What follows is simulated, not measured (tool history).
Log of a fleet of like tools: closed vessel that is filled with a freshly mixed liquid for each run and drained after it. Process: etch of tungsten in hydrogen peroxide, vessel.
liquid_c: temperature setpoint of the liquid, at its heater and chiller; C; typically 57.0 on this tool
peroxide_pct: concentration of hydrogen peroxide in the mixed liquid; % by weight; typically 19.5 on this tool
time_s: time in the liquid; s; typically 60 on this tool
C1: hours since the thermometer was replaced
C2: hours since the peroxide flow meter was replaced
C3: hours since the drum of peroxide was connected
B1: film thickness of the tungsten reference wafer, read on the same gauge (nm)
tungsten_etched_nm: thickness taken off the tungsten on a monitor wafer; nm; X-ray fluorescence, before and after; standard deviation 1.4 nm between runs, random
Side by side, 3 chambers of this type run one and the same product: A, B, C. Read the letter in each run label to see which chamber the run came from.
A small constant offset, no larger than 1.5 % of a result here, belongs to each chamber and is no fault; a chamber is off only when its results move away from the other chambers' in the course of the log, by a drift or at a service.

Run 1B, day 0.221: usual settings; C1 117.1; C2 121.4; C3 324.5; B1 40.016. Result: tungsten_etched_nm 255.16 nm.
Run 2A, day 0.396: usual settings; C1 2104.5; C2 496.7; C3 530.7; B1 39.991. Result: tungsten_etched_nm 250.76 nm.
Run 3C, day 0.583: usual settings; C1 384.9; C2 247.2; C3 408.9; B1 39.997. Result: tungsten_etched_nm 255.79 nm.
Run 4C, day 0.804: usual settings; C1 390.2; C2 252.5; C3 414.2; B1 39.996. Result: tungsten_etched_nm 254.31 nm.
Run 5A, day 1.092: usual settings; C1 2121.2; C2 513.4; C3 547.4; B1 39.971. Result: tungsten_etched_nm 250.35 nm.
Run 6B, day 1.250: usual settings; C1 141.8; C2 146.1; C3 349.2; B1 40.026. Result: tungsten_etched_nm 254.13 nm.
Run 7C, day 1.546: usual settings but liquid_c 51.5 C, time_s 50 s; C1 408.0; C2 270.3; C3 432.0; B1 40.006. Result: tungsten_etched_nm 154.10 nm.
At day 1.633: chamber B: new drum of peroxide connected.
Run 8B, day 1.754: usual settings but liquid_c 51.5 C, time_s 50 s; C1 153.9; C2 158.2; C3 3.0; B1 40.013. Result: tungsten_etched_nm 153.04 nm.
Run 9A, day 1.929: usual settings but liquid_c 51.5 C, time_s 50 s; C1 2141.3; C2 533.5; C3 567.5; B1 39.994. Result: tungsten_etched_nm 149.32 nm.
Run 10B, day 2.229: usual settings but time_s 70 s; C1 165.3; C2 169.6; C3 14.4; B1 39.998. Result: tungsten_etched_nm 300.05 nm.
Run 11C, day 2.504: usual settings but time_s 70 s; C1 431.0; C2 293.3; C3 455.0; B1 40.017. Result: tungsten_etched_nm 294.38 nm.
Run 12A, day 2.788: usual settings but time_s 70 s; C1 2161.9; C2 554.1; C3 588.1; B1 40.016. Result: tungsten_etched_nm 294.35 nm.
Run 13B, day 2.942: usual settings; C1 182.4; C2 186.7; C3 31.5; B1 40.043. Result: tungsten_etched_nm 260.57 nm.
Run 14C, day 3.175: usual settings; C1 447.1; C2 309.4; C3 471.1; B1 40.003. Result: tungsten_etched_nm 253.94 nm.
Run 15A, day 3.329: usual settings; C1 2174.9; C2 567.1; C3 601.1; B1 40.028. Result: tungsten_etched_nm 250.48 nm.
Run 16B, day 3.567: usual settings; C1 197.4; C2 201.7; C3 46.5; B1 40.010. Result: tungsten_etched_nm 258.26 nm.
Run 17C, day 3.875: usual settings; C1 463.9; C2 326.2; C3 487.9; B1 40.010. Result: tungsten_etched_nm 253.53 nm.
Run 18A, day 4.058: usual settings; C1 2192.4; C2 584.6; C3 618.6; B1 40.008. Result: tungsten_etched_nm 251.77 nm.
Run 19A, day 4.204: usual settings but peroxide_pct 24.0 % by weight, time_s 70 s; C1 2195.9; C2 588.1; C3 622.1; B1 39.971. Result: tungsten_etched_nm 324.29 nm.
Run 20B, day 4.479: usual settings but peroxide_pct 24.0 % by weight, time_s 70 s; C1 219.3; C2 223.6; C3 68.4; B1 39.978. Result: tungsten_etched_nm 335.96 nm.
Run 21C, day 4.621: usual settings but peroxide_pct 24.0 % by weight, time_s 70 s; C1 481.8; C2 344.1; C3 505.8; B1 40.010. Result: tungsten_etched_nm 327.73 nm.
Run 22B, day 4.912: usual settings; C1 229.7; C2 234.0; C3 78.8; B1 40.013. Result: tungsten_etched_nm 262.04 nm.
Run 23A, day 5.212: usual settings; C1 2220.1; C2 612.3; C3 646.3; B1 40.017. Result: tungsten_etched_nm 251.74 nm.
Run 24C, day 5.450: usual settings; C1 501.7; C2 364.0; C3 525.7; B1 39.956. Result: tungsten_etched_nm 252.51 nm.
Run 25B, day 5.733: usual settings; C1 249.4; C2 253.7; C3 98.5; B1 39.960. Result: tungsten_etched_nm 263.14 nm.
Run 26C, day 5.958: usual settings; C1 513.9; C2 376.2; C3 537.9; B1 39.959. Result: tungsten_etched_nm 254.79 nm.
Run 27A, day 6.204: usual settings but liquid_c 53.0 C; C1 2243.9; C2 636.1; C3 670.1; B1 40.010. Result: tungsten_etched_nm 196.97 nm.
Run 28C, day 6.396: usual settings but liquid_c 53.0 C; C1 524.4; C2 386.7; C3 548.4; B1 39.982. Result: tungsten_etched_nm 199.95 nm.
Run 29A, day 6.538: usual settings but liquid_c 53.0 C; C1 2251.9; C2 644.1; C3 678.1; B1 39.994. Result: tungsten_etched_nm 197.91 nm.
Run 30B, day 6.754: usual settings; C1 273.9; C2 278.2; C3 123.0; B1 39.993. Result: tungsten_etched_nm 267.07 nm.
Run 31A, day 7.046: usual settings but peroxide_pct 25.5 % by weight, time_s 40 s; C1 2264.1; C2 656.3; C3 690.3; B1 39.992. Result: tungsten_etched_nm 190.28 nm.
Run 32B, day 7.296: usual settings but peroxide_pct 25.5 % by weight, time_s 40 s; C1 286.9; C2 291.2; C3 136.0; B1 39.976. Result: tungsten_etched_nm 202.24 nm.
Run 33C, day 7.608: usual settings but peroxide_pct 25.5 % by weight, time_s 40 s; C1 553.5; C2 415.8; C3 577.5; B1 39.983. Result: tungsten_etched_nm 191.99 nm.
Run 34B, day 7.892: usual settings; C1 301.2; C2 305.5; C3 150.3; B1 40.005. Result: tungsten_etched_nm 267.64 nm.

One chamber off, gauge drift, or nothing amiss beyond the chambers' own small offsets? If it is a chamber, which one, and what is the likeliest cause?

It is chamber B that slowly wanders off from its peers.
Most likely cause: peroxide flow above the setpoint (%) = 10.6.
The log may not separate it from: liquid hotter than its thermometer reads (K).

Below are 4 candidate recipes for chamber B's next run, each the usual settings with a change, their results shown as question marks. Which of them brings B's results back in line with what the other chambers give on the usual settings?
In line means no further than this from the other chambers' mean on the usual settings: tungsten_etched_nm 4.90 nm
Run 35B-1, day 8.112: usual settings but peroxide_pct 19.0 % by weight, time_s 55 s. Result: tungsten_etched_nm ?.
Run 35B-2, day 8.112: usual settings but liquid_c 57.5 C, time_s 65 s. Result: tungsten_etched_nm ?.
Run 35B-3, day 8.112: usual settings but liquid_c 56.0 C. Result: tungsten_etched_nm ?.
Run 35B-4, day 8.112: usual settings but liquid_c 58.0 C. Result: tungsten_etched_nm ?.

Other chambers, usual settings, mean: tungsten_etched_nm 251.64 nm
  run  tungsten_etched_nm
35B-1              242.83
35B-2              299.40
35B-3              252.95
35B-4              284.71
With 35B-3, the chamber falls back in line with the rest.

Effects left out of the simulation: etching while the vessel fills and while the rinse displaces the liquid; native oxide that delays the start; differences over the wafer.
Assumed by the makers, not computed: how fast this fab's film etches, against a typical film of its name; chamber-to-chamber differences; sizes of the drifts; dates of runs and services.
